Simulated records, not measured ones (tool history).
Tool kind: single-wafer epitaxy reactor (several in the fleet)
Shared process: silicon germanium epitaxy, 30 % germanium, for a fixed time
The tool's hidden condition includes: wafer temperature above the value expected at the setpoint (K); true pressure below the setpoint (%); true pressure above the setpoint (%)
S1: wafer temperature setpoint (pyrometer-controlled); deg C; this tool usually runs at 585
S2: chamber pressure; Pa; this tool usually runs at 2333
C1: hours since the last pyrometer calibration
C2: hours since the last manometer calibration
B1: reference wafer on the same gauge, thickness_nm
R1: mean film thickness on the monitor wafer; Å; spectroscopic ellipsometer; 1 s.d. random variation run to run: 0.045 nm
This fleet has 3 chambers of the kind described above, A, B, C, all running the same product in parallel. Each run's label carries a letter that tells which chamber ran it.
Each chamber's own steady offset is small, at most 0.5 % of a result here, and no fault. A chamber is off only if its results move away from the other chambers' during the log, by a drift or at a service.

Run 1A, day 0.458: usual settings; C1 274.1; C2 1222.7; B1 50.602. Result: R1 424.64 Å.
Run 2C, day 0.938: usual settings; C1 284.2; C2 1786.2; B1 50.590. Result: R1 423.90 Å.
Run 3B, day 1.458: usual settings; C1 1434.7; C2 425.2; B1 50.575. Result: R1 421.70 Å.
Run 4B, day 1.742: usual settings; C1 1441.5; C2 432.0; B1 50.557. Result: R1 421.74 Å.
Run 5C, day 2.117: usual settings; C1 312.5; C2 1814.5; B1 50.553. Result: R1 424.55 Å.
Run 6A, day 2.396: usual settings; C1 320.6; C2 1269.2; B1 50.560. Result: R1 424.79 Å.
Run 7A, day 2.717: usual settings; C1 328.3; C2 1276.9; B1 50.559. Result: R1 424.40 Å.
Run 8C, day 3.088: usual settings but S1 575 deg C, S2 2013 Pa; C1 335.8; C2 1837.8; B1 50.553. Result: R1 329.71 Å.
Run 9B, day 3.425: usual settings but S1 575 deg C, S2 2013 Pa; C1 1481.9; C2 472.4; B1 50.533. Result: R1 327.65 Å.
Run 10B, day 3.912: usual settings but S1 575 deg C, S2 2013 Pa; C1 1493.6; C2 484.1; B1 50.548. Result: R1 326.89 Å.
Run 11A, day 4.204: usual settings; C1 364.0; C2 1312.6; B1 50.543. Result: R1 424.54 Å.
Run 12C, day 4.550: usual settings; C1 370.9; C2 1872.9; B1 50.516. Result: R1 423.45 Å.
Run 13C, day 5.112: usual settings; C1 384.4; C2 1886.4; B1 50.514. Result: R1 423.08 Å.
Run 14A, day 5.725: usual settings but S1 575 deg C, S2 1787 Pa; C1 400.5; C2 1349.1; B1 50.502. Result: R1 314.04 Å.
Run 15B, day 6.329: usual settings but S1 575 deg C, S2 1787 Pa; C1 1551.6; C2 542.1; B1 50.499. Result: R1 311.40 Å.
Run 16C, day 6.738: usual settings but S1 575 deg C, S2 1787 Pa; C1 423.4; C2 1925.4; B1 50.496. Result: R1 314.09 Å.
Run 17B, day 7.308: usual settings but S1 576 deg C, S2 1920 Pa; C1 1575.1; C2 565.6; B1 50.469. Result: R1 326.30 Å.
Run 18A, day 7.783: usual settings but S1 576 deg C, S2 1920 Pa; C1 449.9; C2 1398.5; B1 50.454. Result: R1 329.65 Å.
Run 19B, day 8.158: usual settings but S1 576 deg C, S2 1920 Pa; C1 1595.5; C2 586.0; B1 50.459. Result: R1 326.52 Å.
Run 20A, day 8.488: usual settings; C1 466.8; C2 1415.4; B1 50.448. Result: R1 423.65 Å.
Run 21C, day 8.883: usual settings; C1 474.9; C2 1976.9; B1 50.438. Result: R1 422.64 Å.
Run 22A, day 9.346: usual settings; C1 487.4; C2 1436.0; B1 50.449. Result: R1 422.75 Å.
Run 23C, day 9.842: usual settings but S1 573 deg C, S2 1973 Pa; C1 497.9; C2 1999.9; B1 50.432. Result: R1 314.02 Å.
Run 24B, day 10.208: usual settings but S1 573 deg C, S2 1973 Pa; C1 1644.7; C2 635.2; B1 50.417. Result: R1 311.83 Å.
Run 25B, day 10.654: usual settings but S1 573 deg C, S2 1973 Pa; C1 1655.4; C2 645.9; B1 50.415. Result: R1 311.71 Å.
Run 26A, day 10.958: usual settings; C1 526.1; C2 1474.7; B1 50.409. Result: R1 424.39 Å.
Run 27C, day 11.508: usual settings; C1 537.9; C2 2039.9; B1 50.394. Result: R1 422.43 Å.
Run 28A, day 11.812: usual settings but S1 576 deg C, S2 2053 Pa; C1 546.6; C2 1495.2; B1 50.383. Result: R1 338.29 Å.
Run 29C, day 12.258: usual settings but S1 576 deg C, S2 2053 Pa; C1 555.9; C2 2057.9; B1 50.380. Result: R1 338.81 Å.

All chambers now run identical settings, listed one chamber a line with results as question marks. What results will each chamber show?
Run 30A, day 12.700: usual settings but S2 2133 Pa. Result: R1 ?.
Run 30B, day 12.700: usual settings but S2 2133 Pa. Result: R1 ?.
Run 30C, day 12.700: usual settings but S2 2133 Pa. Result: R1 ?.

run      R1
30A  407.90
30B  404.59
30C  407.28
